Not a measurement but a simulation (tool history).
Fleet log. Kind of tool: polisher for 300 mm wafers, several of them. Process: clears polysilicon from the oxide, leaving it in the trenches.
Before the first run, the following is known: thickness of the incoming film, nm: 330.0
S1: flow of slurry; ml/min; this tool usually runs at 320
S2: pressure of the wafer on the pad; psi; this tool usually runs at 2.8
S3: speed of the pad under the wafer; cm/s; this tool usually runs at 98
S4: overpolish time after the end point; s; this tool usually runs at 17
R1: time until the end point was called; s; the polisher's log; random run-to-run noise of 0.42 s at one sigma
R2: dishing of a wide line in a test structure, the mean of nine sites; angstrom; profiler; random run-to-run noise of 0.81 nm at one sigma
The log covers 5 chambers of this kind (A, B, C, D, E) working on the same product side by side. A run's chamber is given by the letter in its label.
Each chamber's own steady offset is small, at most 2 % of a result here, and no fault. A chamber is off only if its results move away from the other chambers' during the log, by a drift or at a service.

| run | hour | S1 | S2 | S3 | S4 | R1 | R2 |
|---|---|---|---|---|---|---|---|
| 1D | 2.2 | 320 | 2.8 | 98 | 17 | 21.725 | 544.81 |
| 2A | 5.5 | 320 | 2.8 | 98 | 17 | 21.743 | 544.87 |
| 3C | 7.8 | 320 | 2.8 | 98 | 17 | 20.551 | 541.71 |
| 4E | 11.9 | 320 | 2.8 | 98 | 17 | 20.446 | 536.62 |
| 5B | 15.2 | 320 | 2.8 | 112 | 17 | 18.394 | 541.52 |
| 6B | 18.7 | 320 | 2.8 | 112 | 17 | 18.944 | 564.60 |
| 7A | 20.9 | 320 | 2.8 | 112 | 17 | 18.668 | 538.81 |
| 8E | 23.0 | 320 | 2.8 | 112 | 17 | 18.640 | 529.51 |
| 9D | 25.7 | 320 | 2.8 | 112 | 17 | 18.563 | 549.79 |
| 10C | 28.6 | 320 | 2.8 | 98 | 17 | 21.643 | 539.05 |
| 11D | 31.7 | 320 | 2.8 | 98 | 17 | 21.336 | 542.37 |
| 12B | 35.4 | 320 | 2.8 | 98 | 17 | 21.032 | 531.49 |
| 13C | 39.5 | 320 | 2.8 | 98 | 17 | 20.984 | 528.78 |
| 14E | 42.5 | 320 | 2.8 | 98 | 17 | 21.527 | 556.62 |
| 15A | 46.4 | 320 | 2.8 | 98 | 17 | 21.887 | 551.88 |
|  | 47.0 | chamber E: worn pad replaced by a new one |
| 16A | 50.4 | 320 | 2.8 | 98 | 17 | 20.843 | 545.19 |
| 17D | 54.5 | 320 | 2.8 | 98 | 17 | 20.674 | 546.75 |
| 18E | 58.4 | 235 | 2.8 | 98 | 20 | 21.836 | 550.15 |
| 19B | 61.8 | 235 | 2.8 | 98 | 20 | 22.167 | 537.75 |
|  | 63.3 | chamber C: worn pad replaced by a new one |
| 20C | 64.2 | 235 | 2.8 | 98 | 20 | 22.125 | 548.54 |
| 21C | 66.7 | 235 | 2.8 | 98 | 20 | 21.955 | 539.68 |
| 22E | 69.1 | 235 | 2.8 | 98 | 20 | 21.969 | 549.81 |
| 23A | 72.1 | 320 | 2.8 | 98 | 17 | 21.915 | 561.74 |
|  | 74.7 | chamber B: worn pad replaced by a new one |
| 24D | 74.9 | 320 | 2.8 | 98 | 17 | 21.266 | 539.38 |
| 25B | 78.6 | 320 | 2.8 | 98 | 17 | 21.908 | 551.53 |
| 26D | 81.8 | 320 | 2.8 | 98 | 17 | 21.849 | 549.58 |
|  | 83.0 | chamber B: slurry nozzle cleaned |
| 27C | 84.3 | 320 | 2.8 | 98 | 17 | 21.666 | 553.19 |
| 28E | 87.4 | 220 | 2.8 | 98 | 8 | 22.259 | 473.62 |
|  | 91.5 | chamber A: worn pad replaced by a new one |
| 29B | 91.7 | 220 | 2.8 | 98 | 8 | 21.744 | 486.19 |
| 30A | 94.8 | 220 | 2.8 | 98 | 8 | 22.105 | 469.73 |
| 31B | 97.1 | 220 | 2.8 | 98 | 8 | 21.143 | 483.14 |
| 32D | 100.2 | 220 | 2.8 | 98 | 8 | 21.265 | 485.50 |
| 33A | 104.4 | 320 | 2.8 | 98 | 17 | 22.009 | 537.02 |

Next, every chamber runs the same settings. What will each give?
| 34A | 107.5 | 380 | 2.8 | 98 | 17 | ? | ? |
| 34B | 107.5 | 380 | 2.8 | 98 | 17 | ? | ? |
| 34C | 107.5 | 380 | 2.8 | 98 | 17 | ? | ? |
| 34D | 107.5 | 380 | 2.8 | 98 | 17 | ? | ? |
| 34E | 107.5 | 380 | 2.8 | 98 | 17 | ? | ? |

| run | R1 | R2 |
|---|---|---|
| 34A | 21.480 | 539.71 |
| 34B | 21.317 | 537.95 |
| 34C | 20.428 | 531.07 |
| 34D | 21.216 | 540.86 |
| 34E | 20.956 | 547.46 |

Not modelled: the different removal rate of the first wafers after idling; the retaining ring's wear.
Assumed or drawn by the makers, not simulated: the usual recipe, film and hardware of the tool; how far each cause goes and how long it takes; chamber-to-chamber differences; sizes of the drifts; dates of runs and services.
